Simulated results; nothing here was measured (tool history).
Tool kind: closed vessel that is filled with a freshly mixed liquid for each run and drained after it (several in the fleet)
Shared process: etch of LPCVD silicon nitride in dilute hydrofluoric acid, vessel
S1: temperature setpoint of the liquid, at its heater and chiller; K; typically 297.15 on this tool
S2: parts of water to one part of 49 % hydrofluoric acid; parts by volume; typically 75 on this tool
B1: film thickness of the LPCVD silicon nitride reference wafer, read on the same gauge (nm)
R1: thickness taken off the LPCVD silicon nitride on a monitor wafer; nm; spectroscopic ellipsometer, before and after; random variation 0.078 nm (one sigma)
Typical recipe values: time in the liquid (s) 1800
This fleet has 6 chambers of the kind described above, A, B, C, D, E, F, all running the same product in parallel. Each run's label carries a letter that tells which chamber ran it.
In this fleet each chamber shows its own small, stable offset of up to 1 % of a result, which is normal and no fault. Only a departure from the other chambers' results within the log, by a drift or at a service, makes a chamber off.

{"run": "1C", "day": 0.621, "S1": 297.15, "S2": 75, "time in the liquid (s)": 1800, "B1": 50.014, "R1": 11.002}
{"run": "2E", "day": 1.175, "S1": 297.15, "S2": 75, "time in the liquid (s)": 1800, "B1": 50.021, "R1": 10.883}
{"run": "3F", "day": 1.796, "S1": 297.15, "S2": 75, "time in the liquid (s)": 1800, "B1": 49.995, "R1": 10.904}
{"run": "4D", "day": 2.204, "S1": 297.15, "S2": 75, "time in the liquid (s)": 1800, "B1": 50.009, "R1": 10.769}
{"run": "5A", "day": 2.692, "S1": 297.15, "S2": 75, "time in the liquid (s)": 1800, "B1": 49.994, "R1": 10.957}
{"run": "6B", "day": 3.062, "S1": 297.15, "S2": 75, "time in the liquid (s)": 1800, "B1": 49.996, "R1": 10.72}
{"run": "7D", "day": 3.558, "S1": 297.15, "S2": 75, "time in the liquid (s)": 1800, "B1": 49.989, "R1": 10.933}
{"day": 3.829, "done": "chamber E: hydrofluoric acid flow meter replaced"}
{"run": "8E", "day": 3.933, "S1": 297.15, "S2": 75, "time in the liquid (s)": 1800, "B1": 50.008, "R1": 10.941}
{"run": "9F", "day": 4.504, "S1": 297.15, "S2": 75, "time in the liquid (s)": 1800, "B1": 50.019, "R1": 10.888}
{"run": "10B", "day": 4.929, "S1": 297.15, "S2": 75, "time in the liquid (s)": 1800, "B1": 49.981, "R1": 10.956}
{"run": "11C", "day": 5.321, "S1": 297.15, "S2": 75, "time in the liquid (s)": 2380, "B1": 49.956, "R1": 14.378}
{"day": 5.675, "done": "chamber C: thermometer replaced"}
{"run": "12A", "day": 5.767, "S1": 297.15, "S2": 75, "time in the liquid (s)": 2380, "B1": 50.031, "R1": 14.549}
{"run": "13A", "day": 6.308, "S1": 297.15, "S2": 75, "time in the liquid (s)": 2380, "B1": 49.971, "R1": 14.678}
{"run": "14D", "day": 6.704, "S1": 297.15, "S2": 75, "time in the liquid (s)": 2380, "B1": 49.989, "R1": 14.582}
{"run": "15C", "day": 7.275, "S1": 297.15, "S2": 75, "time in the liquid (s)": 2380, "B1": 50.008, "R1": 14.55}
{"run": "16E", "day": 7.579, "S1": 297.15, "S2": 75, "time in the liquid (s)": 2380, "B1": 49.976, "R1": 14.443}
{"run": "17B", "day": 7.954, "S1": 297.15, "S2": 75, "time in the liquid (s)": 1800, "B1": 49.999, "R1": 10.809}
{"run": "18F", "day": 8.358, "S1": 297.15, "S2": 75, "time in the liquid (s)": 1800, "B1": 49.976, "R1": 10.878}
{"run": "19F", "day": 8.817, "S1": 297.15, "S2": 75, "time in the liquid (s)": 1800, "B1": 49.956, "R1": 10.721}
{"run": "20D", "day": 9.304, "S1": 297.15, "S2": 75, "time in the liquid (s)": 1800, "B1": 50.023, "R1": 10.755}
{"run": "21C", "day": 9.7, "S1": 292.65, "S2": 75, "time in the liquid (s)": 1395, "B1": 50.004, "R1": 6.255}
{"day": 10.133, "done": "chamber C: hydrofluoric acid flow meter replaced"}
{"run": "22A", "day": 10.258, "S1": 292.65, "S2": 75, "time in the liquid (s)": 1395, "B1": 50.005, "R1": 6.2414}
{"day": 10.558, "done": "chamber B: thermometer replaced"}
{"run": "23B", "day": 10.883, "S1": 292.65, "S2": 75, "time in the liquid (s)": 1395, "B1": 50.009, "R1": 6.2367}
{"run": "24E", "day": 11.496, "S1": 292.65, "S2": 75, "time in the liquid (s)": 1395, "B1": 50.028, "R1": 6.1615}
{"run": "25E", "day": 11.796, "S1": 292.65, "S2": 75, "time in the liquid (s)": 1395, "B1": 50.001, "R1": 6.1818}
{"run": "26F", "day": 12.358, "S1": 292.65, "S2": 75, "time in the liquid (s)": 1395, "B1": 50.007, "R1": 5.9467}
{"run": "27C", "day": 12.754, "S1": 297.15, "S2": 75, "time in the liquid (s)": 1800, "B1": 49.998, "R1": 10.969}
{"run": "28B", "day": 13.304, "S1": 297.15, "S2": 75, "time in the liquid (s)": 1390, "B1": 49.98, "R1": 8.409}
{"run": "29A", "day": 13.925, "S1": 297.15, "S2": 75, "time in the liquid (s)": 1390, "B1": 50.001, "R1": 8.4243}
{"run": "30D", "day": 14.458, "S1": 297.15, "S2": 75, "time in the liquid (s)": 1390, "B1": 49.983, "R1": 8.3674}
{"run": "31B", "day": 14.829, "S1": 297.15, "S2": 75, "time in the liquid (s)": 1390, "B1": 49.99, "R1": 8.3531}
{"run": "32F", "day": 15.188, "S1": 297.15, "S2": 75, "time in the liquid (s)": 1390, "B1": 49.968, "R1": 7.7689}
{"run": "33A", "day": 15.838, "S1": 297.15, "S2": 75, "time in the liquid (s)": 1390, "B1": 50.014, "R1": 8.4862}
{"run": "34C", "day": 16.417, "S1": 297.15, "S2": 75, "time in the liquid (s)": 1800, "B1": 49.992, "R1": 10.95}
{"run": "35E", "day": 16.838, "S1": 294.65, "S2": 60, "time in the liquid (s)": 1800, "B1": 50.015, "R1": 11.36}
{"run": "36D", "day": 17.396, "S1": 294.65, "S2": 60, "time in the liquid (s)": 1800, "B1": 49.995, "R1": 11.487}
{"run": "37F", "day": 17.862, "S1": 294.65, "S2": 60, "time in the liquid (s)": 1800, "B1": 50.017, "R1": 10.404}
{"run": "38B", "day": 18.496, "S1": 294.65, "S2": 60, "time in the liquid (s)": 1800, "B1": 49.98, "R1": 11.381}

All chambers now run identical settings, listed one chamber a line with results as question marks. What results will each chamber show?
{"run": "39A", "day": 18.983, "S1": 297.15, "S2": 75, "time in the liquid (s)": 1800, "R1": "?"}
{"run": "39B", "day": 18.983, "S1": 297.15, "S2": 75, "time in the liquid (s)": 1800, "R1": "?"}
{"run": "39C", "day": 18.983, "S1": 297.15, "S2": 75, "time in the liquid (s)": 1800, "R1": "?"}
{"run": "39D", "day": 18.983, "S1": 297.15, "S2": 75, "time in the liquid (s)": 1800, "R1": "?"}
{"run": "39E", "day": 18.983, "S1": 297.15, "S2": 75, "time in the liquid (s)": 1800, "R1": "?"}
{"run": "39F", "day": 18.983, "S1": 297.15, "S2": 75, "time in the liquid (s)": 1800, "R1": "?"}

run=39A R1=11.0140
run=39B R1=10.9740
run=39C R1=10.9710
run=39D R1=10.8570
run=39E R1=10.8200
run=39F R1=9.9412

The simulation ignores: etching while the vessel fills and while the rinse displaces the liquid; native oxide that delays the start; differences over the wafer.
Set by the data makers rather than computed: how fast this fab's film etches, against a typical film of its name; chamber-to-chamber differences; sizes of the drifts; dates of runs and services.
